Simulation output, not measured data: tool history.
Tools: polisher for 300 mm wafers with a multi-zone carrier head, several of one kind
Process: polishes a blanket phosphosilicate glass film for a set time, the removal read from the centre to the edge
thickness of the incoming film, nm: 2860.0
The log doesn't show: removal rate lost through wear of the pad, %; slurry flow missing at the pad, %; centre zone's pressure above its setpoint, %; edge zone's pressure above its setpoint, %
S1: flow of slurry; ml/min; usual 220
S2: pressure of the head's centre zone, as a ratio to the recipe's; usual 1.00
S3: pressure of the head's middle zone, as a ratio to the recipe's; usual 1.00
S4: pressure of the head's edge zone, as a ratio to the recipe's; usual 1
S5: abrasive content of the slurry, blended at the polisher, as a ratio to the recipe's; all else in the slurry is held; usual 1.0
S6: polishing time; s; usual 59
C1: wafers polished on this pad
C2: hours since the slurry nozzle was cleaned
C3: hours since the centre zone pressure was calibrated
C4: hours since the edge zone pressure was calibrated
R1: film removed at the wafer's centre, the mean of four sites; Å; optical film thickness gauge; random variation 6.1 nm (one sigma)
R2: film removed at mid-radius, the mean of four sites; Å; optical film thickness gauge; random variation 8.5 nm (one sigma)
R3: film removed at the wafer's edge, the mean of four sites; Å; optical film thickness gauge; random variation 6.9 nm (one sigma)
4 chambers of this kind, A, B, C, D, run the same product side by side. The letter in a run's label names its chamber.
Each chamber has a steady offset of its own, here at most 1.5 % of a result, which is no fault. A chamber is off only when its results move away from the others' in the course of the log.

-- hour=2.6 chamber B: worn pad replaced by a new one
run 1A hour=4.9 | S1=220 S2=1.00 S3=1.00 S4=1 S5=1.0 S6=59 | C1=221 C2=155.2 C3=8.2 C4=342.6 | R1=5829.0 R2=5838.3 R3=5736.2
run 2D hour=10.7 | S1=220 S2=1.00 S3=1.00 S4=1 S5=1.0 S6=59 | C1=748 C2=132.2 C3=99.7 C4=235.0 | R1=5764.1 R2=5690.4 R3=5753.9
run 3B hour=15.2 | S1=220 S2=1.00 S3=1.00 S4=1 S5=1.0 S6=59 | C1=92 C2=437.8 C3=23.3 C4=456.4 | R1=5718.1 R2=5803.2 R3=5765.3
run 4C hour=21.0 | S1=220 S2=1.00 S3=1.00 S4=1 S5=1.0 S6=59 | C1=348 C2=303.2 C3=214.0 C4=414.7 | R1=5839.4 R2=6009.6 R3=5821.1
run 5D hour=24.6 | S1=220 S2=1.00 S3=1.00 S4=1 S5=1.0 S6=59 | C1=850 C2=146.1 C3=113.6 C4=248.9 | R1=5779.3 R2=5782.9 R3=5658.3
-- hour=25.1 chamber D: worn pad replaced by a new one
run 6A hour=30.1 | S1=220 S2=1.00 S3=1.04 S4=1 S5=1.0 S6=59 | C1=406 C2=180.4 C3=33.4 C4=367.8 | R1=5876.7 R2=5995.8 R3=5836.8
run 7B hour=34.6 | S1=220 S2=1.00 S3=1.04 S4=1 S5=1.0 S6=59 | C1=235 C2=457.2 C3=42.7 C4=475.8 | R1=5754.8 R2=5923.8 R3=5924.5
run 8C hour=39.3 | S1=220 S2=1.00 S3=1.04 S4=1 S5=1.0 S6=59 | C1=483 C2=321.5 C3=232.3 C4=433.0 | R1=5780.4 R2=6003.1 R3=5798.4
run 9D hour=45.4 | S1=220 S2=1.00 S3=1.04 S4=1 S5=1.0 S6=59 | C1=149 C2=166.9 C3=134.4 C4=269.7 | R1=5889.9 R2=6049.0 R3=5689.7
run 10C hour=51.8 | S1=220 S2=1.00 S3=1.00 S4=1 S5=1.0 S6=59 | C1=574 C2=334.0 C3=244.8 C4=445.5 | R1=5767.9 R2=5705.7 R3=5807.8
-- hour=56.4 chamber A: slurry nozzle cleaned
run 11A hour=58.0 | S1=220 S2=1.00 S3=1.00 S4=1 S5=1.0 S6=59 | C1=611 C2=1.7 C3=61.3 C4=395.7 | R1=5766.7 R2=5821.0 R3=5944.2
run 12B hour=63.0 | S1=220 S2=1.00 S3=1.00 S4=1 S5=1.0 S6=59 | C1=443 C2=485.6 C3=71.1 C4=504.2 | R1=5809.3 R2=5854.5 R3=5868.6
run 13B hour=69.4 | S1=220 S2=1.00 S3=1.00 S4=1 S5=1.0 S6=59 | C1=490 C2=492.0 C3=77.5 C4=510.6 | R1=5810.9 R2=5844.8 R3=5766.2
run 14C hour=76.2 | S1=220 S2=1.00 S3=1.00 S4=1 S5=1.0 S6=59 | C1=754 C2=358.4 C3=269.2 C4=469.9 | R1=5812.7 R2=5808.9 R3=5815.9
run 15D hour=79.9 | S1=220 S2=1.00 S3=1.00 S4=1 S5=1.0 S6=59 | C1=403 C2=201.4 C3=168.9 C4=304.2 | R1=5773.5 R2=5843.5 R3=5780.3
run 16A hour=83.8 | S1=220 S2=1.00 S3=1.00 S4=1 S5=1.0 S6=59 | C1=800 C2=27.5 C3=87.1 C4=421.5 | R1=5730.2 R2=5803.2 R3=5877.6
run 17A hour=90.3 | S1=220 S2=1.00 S3=1.00 S4=1 S5=1.0 S6=59 | C1=848 C2=34.0 C3=93.6 C4=428.0 | R1=5825.5 R2=5694.2 R3=5794.8
run 18C hour=97.1 | S1=220 S2=1.00 S3=1.00 S4=1 S5=1.0 S6=59 | C1=907 C2=379.3 C3=290.1 C4=490.8 | R1=5866.6 R2=5864.8 R3=5797.6
run 19B hour=101.9 | S1=220 S2=1.00 S3=1.00 S4=1 S5=1.0 S6=59 | C1=729 C2=524.5 C3=110.0 C4=543.1 | R1=5820.9 R2=5798.7 R3=5892.1
-- hour=102.2 chamber C: worn pad replaced by a new one
-- hour=107.2 chamber B: worn pad replaced by a new one
run 20D hour=107.2 | S1=220 S2=1.00 S3=1.00 S4=1 S5=1.0 S6=59 | C1=603 C2=228.7 C3=196.2 C4=331.5 | R1=5739.6 R2=6013.2 R3=5818.7
run 21C hour=111.5 | S1=220 S2=0.95 S3=1.00 S4=1 S5=1.0 S6=74 | C1=69 C2=393.7 C3=304.5 C4=505.2 | R1=6889.4 R2=7107.6 R3=7265.4
run 22A hour=115.6 | S1=220 S2=0.95 S3=1.00 S4=1 S5=1.0 S6=74 | C1=1034 C2=59.3 C3=118.9 C4=453.3 | R1=7086.7 R2=7238.1 R3=7410.4
-- hour=119.7 chamber C: slurry nozzle cleaned
run 23D hour=120.7 | S1=220 S2=0.95 S3=1.00 S4=1 S5=1.0 S6=74 | C1=702 C2=242.2 C3=209.7 C4=345.0 | R1=6889.0 R2=7505.7 R3=7271.7
-- hour=124.7 chamber B: edge zone pressure recalibrated
run 24B hour=127.0 | S1=220 S2=0.95 S3=1.00 S4=1 S5=1.0 S6=74 | C1=145 C2=549.6 C3=135.1 C4=2.3 | R1=6911.6 R2=7296.5 R3=7222.6
-- hour=127.1 chamber A: worn pad replaced by a new one
run 25A hour=133.8 | S1=220 S2=1.00 S3=1.00 S4=1 S5=1.0 S6=59 | C1=49 C2=77.5 C3=137.1 C4=471.5 | R1=5802.0 R2=5760.1 R3=5768.4
run 26C hour=137.4 | S1=220 S2=1.00 S3=1.00 S4=1 S5=1.0 S6=59 | C1=259 C2=17.8 C3=330.4 C4=531.1 | R1=5824.8 R2=5727.3 R3=5839.1
run 27D hour=142.2 | S1=220 S2=1.00 S3=1.00 S4=1 S5=1.0 S6=59 | C1=860 C2=263.7 C3=231.2 C4=366.5 | R1=5854.5 R2=5891.9 R3=5674.4
run 28B hour=148.4 | S1=220 S2=1.00 S3=1.00 S4=1 S5=1.0 S6=59 | C1=303 C2=571.0 C3=156.5 C4=23.7 | R1=5851.0 R2=5867.2 R3=5884.2
run 29D hour=152.2 | S1=220 S2=1.00 S3=1.00 S4=1 S5=1.0 S6=59 | C1=934 C2=273.7 C3=241.2 C4=376.5 | R1=5869.8 R2=5869.5 R3=5759.2
run 30A hour=155.3 | S1=220 S2=1.00 S3=1.00 S4=1 S5=0.9 S6=59 | C1=207 C2=99.0 C3=158.6 C4=493.0 | R1=5661.3 R2=5567.2 R3=5546.4
run 31B hour=159.5 | S1=220 S2=1.00 S3=1.00 S4=1 S5=0.9 S6=59 | C1=384 C2=582.1 C3=167.6 C4=34.8 | R1=5546.1 R2=5488.0 R3=5526.6
run 32C hour=163.5 | S1=220 S2=1.00 S3=1.00 S4=1 S5=0.9 S6=59 | C1=450 C2=43.9 C3=356.5 C4=557.2 | R1=5510.2 R2=5486.8 R3=5637.3

All 4 chambers run these settings next. Forecast each chamber's results:
run 33A hour=168.4 | S1=220 S2=1.00 S3=1.00 S4=1 S5=1.0 S6=59 | R1=? R2=? R3=?
run 33B hour=168.4 | S1=220 S2=1.00 S3=1.00 S4=1 S5=1.0 S6=59 | R1=? R2=? R3=?
run 33C hour=168.4 | S1=220 S2=1.00 S3=1.00 S4=1 S5=1.0 S6=59 | R1=? R2=? R3=?
run 33D hour=168.4 | S1=220 S2=1.00 S3=1.00 S4=1 S5=1.0 S6=59 | R1=? R2=? R3=?

run=33A R1=5911.9 R2=5724.7 R3=5725.0
run=33B R1=5835.8 R2=5722.7 R3=5898.0
run=33C R1=5823.9 R2=5894.5 R3=5742.2
run=33D R1=5869.9 R2=5897.7 R3=5819.8
